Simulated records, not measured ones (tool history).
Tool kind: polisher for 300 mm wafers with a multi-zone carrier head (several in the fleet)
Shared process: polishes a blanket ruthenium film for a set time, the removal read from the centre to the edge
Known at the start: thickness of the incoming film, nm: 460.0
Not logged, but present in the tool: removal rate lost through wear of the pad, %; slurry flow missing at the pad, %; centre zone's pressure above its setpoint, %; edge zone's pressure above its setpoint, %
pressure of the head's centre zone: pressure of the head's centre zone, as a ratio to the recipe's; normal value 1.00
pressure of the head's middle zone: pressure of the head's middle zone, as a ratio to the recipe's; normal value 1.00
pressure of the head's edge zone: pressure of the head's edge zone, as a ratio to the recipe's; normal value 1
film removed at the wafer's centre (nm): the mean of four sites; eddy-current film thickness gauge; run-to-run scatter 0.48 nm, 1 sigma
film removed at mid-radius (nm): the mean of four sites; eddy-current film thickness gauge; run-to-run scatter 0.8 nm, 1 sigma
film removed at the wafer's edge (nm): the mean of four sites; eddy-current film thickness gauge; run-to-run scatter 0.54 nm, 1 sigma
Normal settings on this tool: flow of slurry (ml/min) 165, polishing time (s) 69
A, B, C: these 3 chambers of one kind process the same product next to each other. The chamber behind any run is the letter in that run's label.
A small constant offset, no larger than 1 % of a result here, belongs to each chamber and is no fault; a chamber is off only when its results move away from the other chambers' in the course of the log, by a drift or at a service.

run,hour,flow of slurry (ml/min),pressure of the head's centre zone,pressure of the head's middle zone,pressure of the head's edge zone,polishing time (s),wafers polished on this pad,hours since the slurry nozzle was cleaned,hours since the centre zone pressure was calibrated,hours since the edge zone pressure was calibrated,film removed at the wafer's centre (nm),film removed at mid-radius (nm),film removed at the wafer's edge (nm)
1C,5.1,165,1.00,1.00,1,69,382,348.2,1122.7,928.6,71.830,72.019,71.728
2B,10.2,165,1.00,1.00,1,69,643,625.7,290.4,414.3,72.302,72.428,71.214
3A,14.0,165,1.00,1.00,1,69,267,186.9,357.1,880.7,70.958,72.797,71.346
4C,21.1,165,1.00,1.00,1,69,535,364.2,1138.7,944.6,71.398,70.933,71.848
5A,27.5,200,1.00,1.00,1,69,396,200.4,370.6,894.2,74.529,74.825,73.303
6B,33.7,200,1.00,1.00,1,69,867,649.2,313.9,437.8,74.629,74.728,72.494
7A,39.3,200,1.00,1.00,1,69,509,212.2,382.4,906.0,73.672,73.947,73.998
# hour 42.6: chamber C: slurry nozzle cleaned
# hour 45.6: chamber C: worn pad replaced by a new one
8C,47.5,165,1.00,1.00,1,69,18,5.0,1165.1,971.0,71.514,72.736,72.659
9B,53.8,165,1.00,1.00,1,69,1058,669.3,334.0,457.9,72.115,72.234,70.847
10B,59.9,215,1.00,1.00,1,51,1116,675.4,340.1,464.0,55.366,55.090,55.089
11C,64.0,215,1.00,1.00,1,51,176,21.5,1181.6,987.5,56.059,55.109,54.906
12A,67.8,215,1.00,1.00,1,51,780,240.7,410.9,934.5,55.174,53.883,53.838
# hour 69.5: chamber B: worn pad replaced by a new one
13A,73.9,165,1.00,1.00,1,69,838,246.8,417.0,940.6,70.584,69.898,70.895
14C,77.6,165,1.00,1.00,1,69,305,35.1,1195.2,1001.1,71.788,71.262,72.436
15B,83.8,165,0.94,0.88,1,69,136,699.3,364.0,487.9,68.002,63.330,70.891
16C,91.2,165,0.94,0.88,1,69,435,48.7,1208.8,1014.7,67.301,63.705,71.601
17A,98.4,165,0.94,0.88,1,69,1072,271.3,441.5,965.1,65.319,62.501,70.157
18B,103.1,165,1.00,1.00,1,69,320,718.6,383.3,507.2,72.685,73.956,70.314
19A,108.4,165,1.00,1.00,1,69,1167,281.3,451.5,975.1,69.626,69.516,69.637
20C,112.5,165,1.00,1.00,1,69,638,70.0,1230.1,1036.0,71.264,73.884,71.856
21B,120.7,165,1.00,1.00,1,69,488,736.2,400.9,524.8,72.122,71.054,71.690
22C,126.1,165,1.00,1.00,1,69,768,83.6,1243.7,1049.6,72.002,71.743,71.548
# hour 128.6: chamber C: worn pad replaced by a new one
# hour 129.6: chamber B: slurry nozzle cleaned
23A,131.3,165,1.00,1.00,1,69,1386,304.2,474.4,998.0,68.779,68.415,69.079
# hour 131.5: chamber C: edge zone pressure recalibrated
24B,135.8,165,1.00,1.00,1,69,632,6.3,416.0,539.9,72.290,72.662,71.547
# hour 142.2: chamber B: centre zone pressure recalibrated
# hour 143.4: chamber A: centre zone pressure recalibrated
25A,143.6,165,1.00,1.00,1,69,1503,316.5,0.3,1010.3,67.711,69.174,68.877
26B,147.9,165,1.00,1.00,1,69,747,18.4,5.7,552.0,71.675,71.039,71.643
27C,151.7,165,1.00,1.00,1,69,220,109.2,1269.3,20.3,72.097,71.225,72.442
28C,155.9,165,1.00,1.00,1,69,260,113.4,1273.5,24.5,71.769,71.861,72.195
29B,160.3,165,1.00,1.00,1,69,865,30.8,18.1,564.4,71.790,70.155,71.716
30A,167.8,165,1.00,1.00,1,69,1733,340.7,24.5,1034.5,68.440,69.892,68.121
31A,172.9,165,1.00,1.00,1,69,1782,345.8,29.6,1039.6,68.668,69.025,67.698
32C,177.5,165,1.00,1.00,1,91,466,135.0,1295.1,46.1,94.664,95.128,94.791
33B,184.9,165,1.00,1.00,1,91,1100,55.4,42.7,589.0,94.152,95.184,95.013
34C,192.0,165,1.00,1.00,1,91,604,149.5,1309.6,60.6,95.045,95.431,94.920
35A,197.9,165,1.00,1.00,1,69,2020,370.8,54.6,1064.6,67.331,68.180,67.447
36B,204.1,165,1.00,1.00,1,69,1283,74.6,61.9,608.2,71.916,72.415,71.701
37C,212.1,165,1.00,1.00,1,69,796,169.6,1329.7,80.7,72.084,70.775,73.041
38B,219.7,165,1.00,1.00,1,69,1432,90.2,77.5,623.8,72.278,71.044,71.605

One chamber off, gauge drift, or nothing amiss beyond the chambers' own small offsets? If it is a chamber, which one, and what is the likeliest cause?

It is chamber A that slowly wanders off from its peers.
What lies behind it: removal rate lost through wear of the pad, % = 6.67.
With only this log, it may be confused with: slurry flow missing at the pad, %.

Below are 4 candidate recipes for chamber A's next run, each the usual settings with a change, their results shown as question marks. Which of them brings A's results back in line with what the other chambers give on the usual settings?
Allowed miss from the other chambers' usual-settings mean, per result, to count as in line: film removed at the wafer's centre (nm) 1.700; film removed at mid-radius (nm) 2.800; film removed at the wafer's edge (nm) 1.900
39A-1,225.6,165,1.00,1.00,1,64,,,,,?,?,?
39A-2,225.6,165,1.00,1.00,1,74,,,,,?,?,?
39A-3,225.6,165,1.00,1.00,1,71,,,,,?,?,?
39A-4,225.6,165,1.00,1.00,1,67,,,,,?,?,?

Other chambers, usual settings, mean: film removed at the wafer's centre (nm) 72.014; film removed at mid-radius (nm) 71.609; film removed at the wafer's edge (nm) 71.711
run,film removed at the wafer's centre (nm),film removed at mid-radius (nm),film removed at the wafer's edge (nm)
39A-1,61.799,61.407,61.891
39A-2,71.455,71.002,71.561
39A-3,68.558,68.123,68.660
39A-4,64.696,64.285,64.792
With 39A-2, the chamber falls back in line with the rest.

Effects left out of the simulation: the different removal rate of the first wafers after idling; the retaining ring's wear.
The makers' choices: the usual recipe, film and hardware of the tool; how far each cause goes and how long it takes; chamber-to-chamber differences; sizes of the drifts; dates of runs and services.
